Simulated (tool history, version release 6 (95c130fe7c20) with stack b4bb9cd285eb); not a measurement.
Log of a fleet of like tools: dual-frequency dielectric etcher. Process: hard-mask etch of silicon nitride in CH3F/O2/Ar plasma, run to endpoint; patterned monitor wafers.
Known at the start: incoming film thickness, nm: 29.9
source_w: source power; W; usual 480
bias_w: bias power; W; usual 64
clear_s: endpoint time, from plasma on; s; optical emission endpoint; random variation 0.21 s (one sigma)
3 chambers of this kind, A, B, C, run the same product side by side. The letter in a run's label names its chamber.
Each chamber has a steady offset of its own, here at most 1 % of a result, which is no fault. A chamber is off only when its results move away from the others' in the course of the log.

run	hour	source_w	bias_w	hours since the last wet clean	hours since the last source power generator calibration	hours since the last bias power generator calibration	clear_s
1A	4.6	480	64	10.4	3172.9	1579.1	42.139
2C	10.0	480	64	239.4	3064.6	612.7	42.217
3B	13.4	480	64	24.2	1170.7	866.5	42.121
4B	20.1	480	64	30.9	1177.4	873.2	42.009
5C	26.2	480	64	255.6	3080.8	628.9	41.884
6A	30.2	430	56	36.0	3198.5	1604.7	46.457
7C	33.6	430	56	263.0	3088.2	636.3	45.910
8B	40.2	430	56	51.0	1197.5	893.3	45.667
9A	47.2	480	64	53.0	3215.5	1621.7	42.211
10A	50.8	530	79	56.6	3219.1	1625.3	38.071
11C	58.1	530	79	287.5	3112.7	660.8	38.064
12B	64.8	530	79	75.6	1222.1	917.9	37.398
13B	68.3	480	64	79.1	1225.6	921.4	41.952
14A	74.2	480	64	80.0	3242.5	1648.7	41.842
15C	78.9	480	64	308.3	3133.5	681.6	42.343
16C	85.6	480	64	315.0	3140.2	688.3	42.348
17A	91.3	480	64	97.1	3259.6	1665.8	42.158
18B	97.5	480	64	108.3	1254.8	950.6	41.699
19C	104.7	480	64	334.1	3159.3	707.4	42.326
20A	110.0	480	55	115.8	3278.3	1684.5	44.187
21B	114.2	480	55	125.0	1271.5	967.3	44.269
22C	121.5	480	55	350.9	3176.1	724.2	44.532
23B	128.2	480	64	139.0	1285.5	981.3	41.780
24A	132.0	480	64	137.8	3300.3	1706.5	42.222
25C	137.8	480	64	367.2	3192.4	740.5	42.375
26A	143.4	530	72	149.2	3311.7	1717.9	39.093
27B	149.2	530	72	160.0	1306.5	1002.3	38.496
28C	153.3	530	72	382.7	3207.9	756.0	38.782
29A	160.3	480	64	166.1	3328.6	1734.8	41.848
30B	164.4	480	64	175.2	1321.7	1017.5	41.820
31B	170.8	480	64	181.6	1328.1	1023.9	41.747
# hour 173.6: chamber C: wet clean of the chamber
32C	176.7	480	64	3.2	3231.3	779.4	42.058
33A	183.1	480	64	188.9	3351.4	1757.6	41.975
34A	187.5	480	64	193.3	3355.8	1762.0	42.108
35C	191.4	380	71	17.9	3246.0	794.1	44.663
36B	194.6	380	71	205.4	1351.9	1047.7	44.068
37C	198.2	380	71	24.7	3252.8	800.9	44.868
38B	204.2	480	64	215.0	1361.5	1057.3	41.902
39A	210.4	480	64	216.2	3378.7	1784.9	42.504

Next, every chamber runs the same settings. What will each give?
40A	215.6	480	51				?
40B	215.6	480	51				?
40C	215.6	480	51				?

run	clear_s
40A	45.422
40B	44.902
40C	44.780

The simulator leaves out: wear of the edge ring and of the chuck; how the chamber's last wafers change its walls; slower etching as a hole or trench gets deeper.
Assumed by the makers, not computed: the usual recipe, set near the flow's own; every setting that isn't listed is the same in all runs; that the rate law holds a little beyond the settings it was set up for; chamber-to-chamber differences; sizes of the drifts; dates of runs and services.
